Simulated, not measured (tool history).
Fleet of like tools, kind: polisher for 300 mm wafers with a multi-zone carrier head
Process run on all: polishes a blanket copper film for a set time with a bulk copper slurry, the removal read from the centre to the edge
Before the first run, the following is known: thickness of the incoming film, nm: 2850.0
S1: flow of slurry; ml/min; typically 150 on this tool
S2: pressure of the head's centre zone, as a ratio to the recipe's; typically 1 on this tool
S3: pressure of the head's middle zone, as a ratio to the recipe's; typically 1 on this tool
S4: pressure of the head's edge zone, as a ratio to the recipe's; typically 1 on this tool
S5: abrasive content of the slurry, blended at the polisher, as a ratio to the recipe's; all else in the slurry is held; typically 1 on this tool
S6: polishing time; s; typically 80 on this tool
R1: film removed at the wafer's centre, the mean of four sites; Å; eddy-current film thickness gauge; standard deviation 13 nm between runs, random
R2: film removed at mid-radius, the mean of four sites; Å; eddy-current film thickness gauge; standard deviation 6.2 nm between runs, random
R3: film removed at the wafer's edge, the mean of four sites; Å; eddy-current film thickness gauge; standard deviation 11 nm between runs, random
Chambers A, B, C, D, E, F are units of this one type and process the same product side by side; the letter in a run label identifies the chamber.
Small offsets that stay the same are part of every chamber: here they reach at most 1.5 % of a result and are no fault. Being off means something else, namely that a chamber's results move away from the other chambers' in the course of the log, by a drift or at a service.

run,hour,S1,S2,S3,S4,S5,S6,R1,R2,R3
1C,4.3,150,1,1,1,1,80,10066,9924.7,10085
2B,8.3,150,1,1,1,1,80,9803.5,9679.7,9894.9
3F,12,150,1,1,1,1,80,9722.8,9952.8,9994.8
4E,16,150,1,1,1,1,80,9983.7,9775.3,9577
5A,18.4,150,1,1,1,1,80,9849.2,9962.2,10029
# hour 20.7: chamber E: worn pad replaced by a new one
6D,21.6,150,1,1,1,1.15,80,10391,10230,10494
# hour 24.7: chamber B: worn pad replaced by a new one
7C,26,150,1,1,1,1.15,80,10313,10248,10436
8D,28.9,150,1,1,1,1.15,80,10095,10247,10456
# hour 29.8: chamber A: worn pad replaced by a new one
9F,33.2,150,1,1,1,1.15,80,10247,10113,10227
10B,35.5,150,1,1,1,1.15,80,10135,10253,10100
11E,38.5,150,1,1,1,1.15,80,10268,10219,10152
12A,41,150,1,1,1,1,80,9934.9,9907.2,9831.3
13E,45.1,150,1,1,1,1,80,10150,9958.1,9896.3
14A,47.6,200,1,1,1.1,1,80,10489,10529,10802
15C,51.2,200,1,1,1.1,1,80,10656,10483,10954
# hour 53.9: chamber F: worn pad replaced by a new one
16D,54.9,200,1,1,1.1,1,80,10454,10486,10891
17F,57.7,200,1,1,1.1,1,80,10473,10439,11092
# hour 59.8: chamber F: edge zone pressure recalibrated
18B,59.9,200,1,1,1.1,1,80,10426,10306,10948
# hour 61.1: chamber E: centre zone pressure recalibrated
19D,63.4,200,1,1,1.1,1,80,10843,10515,11019
20B,67.4,150,1,1,1,1,80,9974,9825.3,9859.6
21C,70.8,150,1,1,1,1,80,9774.5,9899.7,9940.6
22F,74.4,175,1,1,1,1,80,10063,10191,10248
23E,77.6,175,1,1,1,1,80,9199.2,10132,10005
24A,82.4,175,1,1,1,1,80,10227,10279,10171
25F,86,175,1,1,1,1,80,10350,10275,10305
# hour 86.3: chamber A: worn pad replaced by a new one
# hour 87.5: chamber D: worn pad replaced by a new one
26E,90.2,175,1,1,1,1,80,9156.5,10244,10004
27A,93.8,175,1,1,1,1,80,10178,10189,10057
28D,96,150,1,1,1,1,80,9982.5,9994.5,10128
29B,98.8,150,1,1,1.06,1.15,80,10159,10219,10740
# hour 99.5: chamber E: worn pad replaced by a new one
30C,102.4,150,1,1,1.06,1.15,80,10062,10142,10624
31D,106,150,1,1,1.06,1.15,80,10276,10340,10646
32C,109.1,150,1,1,1.06,1.15,80,10424,10230,10694
33F,112.7,150,1,1,1.06,1.15,80,10174,10135,10875
34E,116.4,150,1,1,1.06,1.15,80,9276,10165,10325
35A,119.4,150,1,1,1,1,80,9867.5,9863.1,9813.1
36B,123.2,150,1,1,1,1,80,9824.5,9822.7,9840.6
37B,125.3,150,1,1,1,1,80,9948.4,9846.9,9976.9
38A,127.8,150,1,1,1.06,1.2,80,10489,10379,10803

Predict what each chamber gives when all 6 of them run the settings below next.
39A,131.3,150,0.96,1,1,1,80,?,?,?
39B,131.3,150,0.96,1,1,1,80,?,?,?
39C,131.3,150,0.96,1,1,1,80,?,?,?
39D,131.3,150,0.96,1,1,1,80,?,?,?
39E,131.3,150,0.96,1,1,1,80,?,?,?
39F,131.3,150,0.96,1,1,1,80,?,?,?

run,R1,R2,R3
39A,9682.6,10005,9863.4
39B,9503.9,9841.6,9866.1
39C,9548.5,9991.6,9931.1
39D,9728.5,9915,10152
39E,8545.6,9944.3,9845.8
39F,9406,9836.6,10065
